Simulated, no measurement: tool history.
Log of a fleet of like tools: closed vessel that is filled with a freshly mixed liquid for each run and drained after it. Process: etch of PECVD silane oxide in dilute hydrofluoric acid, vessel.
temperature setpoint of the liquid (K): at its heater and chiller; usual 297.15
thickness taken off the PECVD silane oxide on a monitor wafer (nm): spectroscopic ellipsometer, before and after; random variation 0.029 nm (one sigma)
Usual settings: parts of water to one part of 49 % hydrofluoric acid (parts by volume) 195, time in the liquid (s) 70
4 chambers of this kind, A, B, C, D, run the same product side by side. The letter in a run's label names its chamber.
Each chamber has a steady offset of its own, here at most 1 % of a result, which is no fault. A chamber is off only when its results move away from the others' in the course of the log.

run	hour	temperature setpoint of the liquid (K)	parts of water to one part of 49 % hydrofluoric acid (parts by volume)	time in the liquid (s)	hours since the thermometer was replaced	hours since the hydrofluoric acid flow meter was replaced	read-back film thickness of the PECVD silane oxide reference wafer, read on the same gauge (nm)	thickness taken off the PECVD silane oxide on a monitor wafer (nm)
1D	14.4	297.15	195	70	641.8	276.8	29.986	5.289
2C	23.1	297.15	195	70	614.2	1292	29.978	5.2017
3B	36.4	297.15	195	70	539.1	533.2	30.015	5.2229
4A	49.5	297.15	195	70	382.9	735.5	30.024	5.2745
5D	60.4	297.15	195	70	687.8	322.8	30.003	5.2753
6A	67.7	297.15	195	80	401.1	753.7	29.987	5.9904
7C	75.3	297.15	195	80	666.4	1344.2	30.035	6.0326
# hour 79.9: chamber B: hydrofluoric acid flow meter replaced
8B	90.2	297.15	195	80	592.9	10.4	29.976	5.9415
9C	97	297.15	195	80	688.1	1365.9	30.039	5.9457
10B	107.5	297.15	195	70	610.2	27.7	29.968	5.2487
11A	117.9	297.15	195	70	451.3	803.9	29.982	5.3084
12D	128.6	297.15	195	70	756	391	29.997	5.2836
13D	143.2	297.15	195	70	770.6	405.6	29.993	5.3313
14C	158.8	297.15	195	70	749.9	1427.7	30.008	5.2625
# hour 173.7: chamber D: hydrofluoric acid flow meter replaced
15A	174.4	297.15	195	70	507.8	860.4	29.951	5.2493
# hour 185.5: chamber D: thermometer replaced
16B	185.7	297.15	195	70	688.4	105.9	29.949	5.2136
17C	192.8	297.15	195	70	783.9	1461.7	29.999	5.2009
18D	200.4	297.15	195	70	14.9	26.8	30.002	5.3381
19A	212	297.15	195	70	545.4	898	29.978	5.3369
20B	219.8	297.15	195	70	722.5	140	29.98	5.1792
21D	226.6	297.15	195	70	41.1	53	29.975	5.2534
22B	233.6	297.15	195	70	736.3	153.8	30.025	5.2452
23C	249.4	297.15	195	55	840.5	1518.3	29.998	3.9912
# hour 252.5: chamber A: thermometer replaced
24A	263.1	297.15	195	55	10.7	949.1	30.035	4.1712
25A	273.4	297.15	195	55	21	959.4	30.025	4.1691
26D	283.4	297.15	195	55	97.9	109.8	29.993	4.1614
27B	293.8	297.15	195	70	796.5	214	29.994	5.2273
28C	307.6	297.15	195	70	898.7	1576.5	30.031	5.0285
29A	316.8	297.15	195	70	64.4	1002.8	29.991	5.3097
30C	328.5	297.15	195	70	919.6	1597.4	29.975	5.0654
31D	335.5	297.15	195	70	150	161.9	29.99	5.2776
32B	347.9	297.15	195	70	850.6	268.1	29.999	5.2237
33B	363.4	297.15	275	100	866.1	283.6	29.989	4.8511
34A	371.9	297.15	275	100	119.5	1057.9	29.94	4.9292

All 4 chambers run these settings next. Forecast each chamber's results:
35A	383.2	297.15	195	70				?
35B	383.2	297.15	195	70				?
35C	383.2	297.15	195	70				?
35D	383.2	297.15	195	70				?

run	thickness taken off the PECVD silane oxide on a monitor wafer (nm)
35A	5.3011
35B	5.3138
35C	4.9868
35D	5.301

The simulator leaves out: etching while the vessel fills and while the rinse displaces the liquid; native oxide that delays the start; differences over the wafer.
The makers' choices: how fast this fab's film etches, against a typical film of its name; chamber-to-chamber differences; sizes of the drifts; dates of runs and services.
